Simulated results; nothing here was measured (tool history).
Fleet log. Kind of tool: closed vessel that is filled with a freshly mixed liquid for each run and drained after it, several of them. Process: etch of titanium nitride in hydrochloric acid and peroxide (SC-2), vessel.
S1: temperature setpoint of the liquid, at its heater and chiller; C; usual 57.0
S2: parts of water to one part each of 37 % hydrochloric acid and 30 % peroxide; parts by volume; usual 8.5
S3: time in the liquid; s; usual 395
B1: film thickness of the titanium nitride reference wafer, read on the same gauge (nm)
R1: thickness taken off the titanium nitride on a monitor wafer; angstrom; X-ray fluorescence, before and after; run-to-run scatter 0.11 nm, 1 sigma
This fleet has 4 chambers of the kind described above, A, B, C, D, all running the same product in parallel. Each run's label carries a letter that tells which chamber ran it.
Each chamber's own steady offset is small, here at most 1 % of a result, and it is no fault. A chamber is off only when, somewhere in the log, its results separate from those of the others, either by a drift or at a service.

{"run": "1D", "hour": 8.0, "S1": 57.0, "S2": 8.5, "S3": 395, "B1": 139.98, "R1": 165.44}
{"run": "2A", "hour": 18.1, "S1": 57.0, "S2": 8.5, "S3": 395, "B1": 139.98, "R1": 167.39}
{"run": "3B", "hour": 28.3, "S1": 57.0, "S2": 8.5, "S3": 395, "B1": 140.03, "R1": 163.72}
{"run": "4C", "hour": 35.8, "S1": 57.0, "S2": 8.5, "S3": 395, "B1": 140.0, "R1": 165.58}
{"run": "5A", "hour": 42.2, "S1": 51.5, "S2": 4.5, "S3": 395, "B1": 140.01, "R1": 189.74}
{"run": "6B", "hour": 48.2, "S1": 51.5, "S2": 4.5, "S3": 395, "B1": 139.98, "R1": 185.64}
{"run": "7D", "hour": 56.2, "S1": 51.5, "S2": 4.5, "S3": 395, "B1": 139.99, "R1": 188.38}
{"run": "8C", "hour": 62.6, "S1": 51.5, "S2": 4.5, "S3": 395, "B1": 139.97, "R1": 186.43}
{"run": "9D", "hour": 71.4, "S1": 57.0, "S2": 8.5, "S3": 395, "B1": 140.01, "R1": 165.55}
{"run": "10C", "hour": 79.8, "S1": 57.0, "S2": 8.5, "S3": 395, "B1": 140.01, "R1": 166.37}
{"run": "11B", "hour": 86.1, "S1": 57.0, "S2": 8.5, "S3": 395, "B1": 140.03, "R1": 166.08}
{"hour": 88.3, "done": "chamber D: thermometer replaced"}
{"run": "12A", "hour": 92.6, "S1": 57.0, "S2": 8.5, "S3": 395, "B1": 139.99, "R1": 167.55}
{"run": "13B", "hour": 100.1, "S1": 57.0, "S2": 8.5, "S3": 545, "B1": 139.99, "R1": 226.83}
{"run": "14C", "hour": 109.5, "S1": 57.0, "S2": 8.5, "S3": 545, "B1": 140.0, "R1": 229.87}
{"run": "15A", "hour": 115.4, "S1": 57.0, "S2": 8.5, "S3": 545, "B1": 139.98, "R1": 232.37}
{"run": "16D", "hour": 120.1, "S1": 57.0, "S2": 8.5, "S3": 545, "B1": 140.0, "R1": 225.62}
{"run": "17B", "hour": 126.5, "S1": 49.0, "S2": 8.5, "S3": 395, "B1": 139.99, "R1": 98.699}
{"run": "18D", "hour": 131.4, "S1": 49.0, "S2": 8.5, "S3": 395, "B1": 139.99, "R1": 95.17}
{"run": "19A", "hour": 139.7, "S1": 49.0, "S2": 8.5, "S3": 395, "B1": 140.0, "R1": 100.02}
{"run": "20C", "hour": 146.1, "S1": 49.0, "S2": 8.5, "S3": 395, "B1": 140.02, "R1": 99.612}
{"run": "21D", "hour": 151.5, "S1": 57.0, "S2": 8.5, "S3": 395, "B1": 140.01, "R1": 159.04}
{"hour": 153.6, "done": "chamber D: new drum of peroxide connected"}
{"run": "22A", "hour": 161.8, "S1": 57.0, "S2": 8.5, "S3": 395, "B1": 139.99, "R1": 166.23}
{"run": "23B", "hour": 167.5, "S1": 54.0, "S2": 8.5, "S3": 245, "B1": 140.0, "R1": 83.49}
{"run": "24C", "hour": 174.4, "S1": 54.0, "S2": 8.5, "S3": 245, "B1": 139.99, "R1": 84.471}
{"run": "25A", "hour": 184.3, "S1": 54.0, "S2": 8.5, "S3": 245, "B1": 140.01, "R1": 84.863}
{"run": "26D", "hour": 193.5, "S1": 54.0, "S2": 8.5, "S3": 245, "B1": 140.0, "R1": 80.016}
{"run": "27C", "hour": 203.5, "S1": 57.0, "S2": 8.5, "S3": 395, "B1": 139.98, "R1": 167.44}
{"run": "28B", "hour": 213.0, "S1": 57.0, "S2": 8.5, "S3": 395, "B1": 140.02, "R1": 165.16}
{"run": "29C", "hour": 222.0, "S1": 57.0, "S2": 8.5, "S3": 395, "B1": 140.02, "R1": 167.88}

Next, every chamber runs the same settings. What will each give?
{"run": "30A", "hour": 229.8, "S1": 57.0, "S2": 8.5, "S3": 395, "R1": "?"}
{"run": "30B", "hour": 229.8, "S1": 57.0, "S2": 8.5, "S3": 395, "R1": "?"}
{"run": "30C", "hour": 229.8, "S1": 57.0, "S2": 8.5, "S3": 395, "R1": "?"}
{"run": "30D", "hour": 229.8, "S1": 57.0, "S2": 8.5, "S3": 395, "R1": "?"}

run=30A R1=168.670
run=30B R1=168.570
run=30C R1=167.750
run=30D R1=151.060
